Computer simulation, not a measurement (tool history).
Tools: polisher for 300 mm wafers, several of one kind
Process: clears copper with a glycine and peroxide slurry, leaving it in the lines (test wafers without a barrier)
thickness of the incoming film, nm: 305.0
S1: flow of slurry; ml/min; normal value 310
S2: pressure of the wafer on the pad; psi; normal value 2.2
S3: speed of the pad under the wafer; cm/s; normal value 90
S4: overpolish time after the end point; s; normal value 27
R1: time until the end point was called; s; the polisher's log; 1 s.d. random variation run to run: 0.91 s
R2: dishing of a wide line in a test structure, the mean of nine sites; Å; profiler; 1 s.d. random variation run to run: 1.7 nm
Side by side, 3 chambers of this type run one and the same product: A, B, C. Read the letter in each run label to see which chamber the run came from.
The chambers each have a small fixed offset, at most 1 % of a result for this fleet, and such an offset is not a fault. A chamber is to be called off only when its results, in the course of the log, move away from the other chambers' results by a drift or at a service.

Run 1B, hour 8.2: usual settings. Result: R1 65.374 s, R2 762.87 Å.
Run 2A, hour 14.6: usual settings. Result: R1 65.279 s, R2 738.25 Å.
Run 3C, hour 18.9: usual settings. Result: R1 66.728 s, R2 733.35 Å.
At hour 20.7: chamber C: slurry nozzle cleaned.
At hour 27.2: chamber A: head pressure recalibrated.
Run 4C, hour 27.8: usual settings. Result: R1 66.551 s, R2 776.30 Å.
Run 5B, hour 37.0: usual settings. Result: R1 65.878 s, R2 733.22 Å.
At hour 38.4: chamber B: slurry nozzle cleaned.
At hour 44.3: chamber B: worn pad replaced by a new one.
Run 6A, hour 44.6: usual settings. Result: R1 67.439 s, R2 699.19 Å.
Run 7A, hour 52.7: usual settings. Result: R1 65.509 s, R2 744.50 Å.
At hour 54.1: chamber A: worn pad replaced by a new one.
Run 8C, hour 57.9: usual settings. Result: R1 63.824 s, R2 761.28 Å.
Run 9B, hour 66.8: usual settings. Result: R1 63.698 s, R2 760.61 Å.
Run 10A, hour 71.6: usual settings. Result: R1 67.447 s, R2 742.43 Å.
Run 11B, hour 79.6: usual settings. Result: R1 65.479 s, R2 745.02 Å.
Run 12C, hour 86.8: usual settings. Result: R1 65.484 s, R2 712.30 Å.
At hour 87.3: chamber C: head pressure recalibrated.
Run 13B, hour 92.5: usual settings. Result: R1 65.209 s, R2 738.11 Å.
Run 14A, hour 100.2: usual settings. Result: R1 65.696 s, R2 707.16 Å.
At hour 106.3: chamber B: worn pad replaced by a new one.
Run 15C, hour 108.8: usual settings. Result: R1 67.224 s, R2 748.40 Å.
Run 16B, hour 113.4: usual settings. Result: R1 67.430 s, R2 747.17 Å.
Run 17A, hour 122.3: usual settings. Result: R1 66.694 s, R2 762.90 Å.
Run 18C, hour 127.8: usual settings. Result: R1 68.715 s, R2 711.56 Å.
Run 19B, hour 137.1: usual settings. Result: R1 64.676 s, R2 759.74 Å.
Run 20C, hour 142.4: usual settings. Result: R1 67.302 s, R2 737.39 Å.
Run 21A, hour 150.4: usual settings. Result: R1 65.896 s, R2 730.93 Å.
Run 22C, hour 156.0: usual settings. Result: R1 67.957 s, R2 721.07 Å.
Run 23B, hour 163.3: usual settings. Result: R1 65.872 s, R2 763.38 Å.
Run 24A, hour 169.4: usual settings. Result: R1 65.062 s, R2 745.94 Å.
At hour 171.8: chamber A: worn pad replaced by a new one.
Run 25B, hour 174.9: usual settings. Result: R1 64.815 s, R2 725.66 Å.
At hour 178.4: chamber B: worn pad replaced by a new one.
Run 26C, hour 180.5: usual settings. Result: R1 68.761 s, R2 713.95 Å.
Run 27A, hour 184.6: usual settings. Result: R1 65.953 s, R2 778.42 Å.
Run 28A, hour 189.2: usual settings. Result: R1 67.758 s, R2 749.29 Å.
Run 29B, hour 197.8: usual settings but S3 104 cm/s. Result: R1 58.513 s, R2 789.66 Å.
Run 30C, hour 206.9: usual settings but S3 104 cm/s. Result: R1 62.160 s, R2 776.20 Å.
Run 31C, hour 215.7: usual settings but S3 104 cm/s. Result: R1 64.076 s, R2 765.48 Å.
Run 32A, hour 223.0: usual settings. Result: R1 66.599 s, R2 722.50 Å.
Run 33B, hour 231.5: usual settings. Result: R1 66.908 s, R2 742.35 Å.
At hour 236.0: chamber B: worn pad replaced by a new one.
Run 34B, hour 236.3: usual settings. Result: R1 65.209 s, R2 768.63 Å.
Run 35C, hour 240.9: usual settings but S1 275 ml/min, S4 20 s. Result: R1 70.567 s, R2 521.05 Å.
Run 36A, hour 248.7: usual settings but S1 275 ml/min, S4 20 s. Result: R1 67.705 s, R2 589.08 Å.
Run 37C, hour 256.0: usual settings but S1 275 ml/min, S4 20 s. Result: R1 73.776 s, R2 554.11 Å.
Run 38B, hour 264.1: usual settings. Result: R1 67.563 s, R2 753.11 Å.
Run 39A, hour 273.5: usual settings. Result: R1 66.417 s, R2 744.45 Å.
Run 40B, hour 280.4: usual settings. Result: R1 65.799 s, R2 732.91 Å.
Run 41A, hour 289.8: usual settings. Result: R1 66.897 s, R2 716.51 Å.

Decide between three cases: one chamber stands off from its peers, the gauge reading all wafers drifts, or nothing is wrong past each chamber's small offset. Where a chamber is off, say which and what most likely put it there.

Chamber C drifts away from the others.
Cause: removal rate lost through wear of the pad, % = 11.3.

Below are 4 candidate recipes for chamber C's next run, each the usual settings with a change, their results shown as question marks. Which of them brings C's results back in line with what the other chambers give on the usual settings?
Maximum distance from the other chambers' mean on the usual settings for a result to count as in line: R1 3.200 s; R2 61.00 Å
Run 42C-1, hour 296.7: usual settings but S1 305 ml/min, S2 2.0 psi, S3 82 cm/s. Result: R1 ?, R2 ?.
Run 42C-2, hour 296.7: usual settings but S1 315 ml/min, S2 2.4 psi, S3 98 cm/s. Result: R1 ?, R2 ?.
Run 42C-3, hour 296.7: usual settings but S1 315 ml/min, S2 2.5 psi, S3 102 cm/s. Result: R1 ?, R2 ?.
Run 42C-4, hour 296.7: usual settings but S1 305 ml/min, S2 1.9 psi, S3 78 cm/s. Result: R1 ?, R2 ?.

Other chambers, usual settings, mean: R1 66.033 s; R2 743.34 Å
  run      R1      R2
42C-1  86.399  597.65
42C-2  65.397  737.78
42C-3  61.299  773.24
42C-4  92.936  564.39
The right change is 42C-2: it brings the chamber back within the allowed miss of the others.

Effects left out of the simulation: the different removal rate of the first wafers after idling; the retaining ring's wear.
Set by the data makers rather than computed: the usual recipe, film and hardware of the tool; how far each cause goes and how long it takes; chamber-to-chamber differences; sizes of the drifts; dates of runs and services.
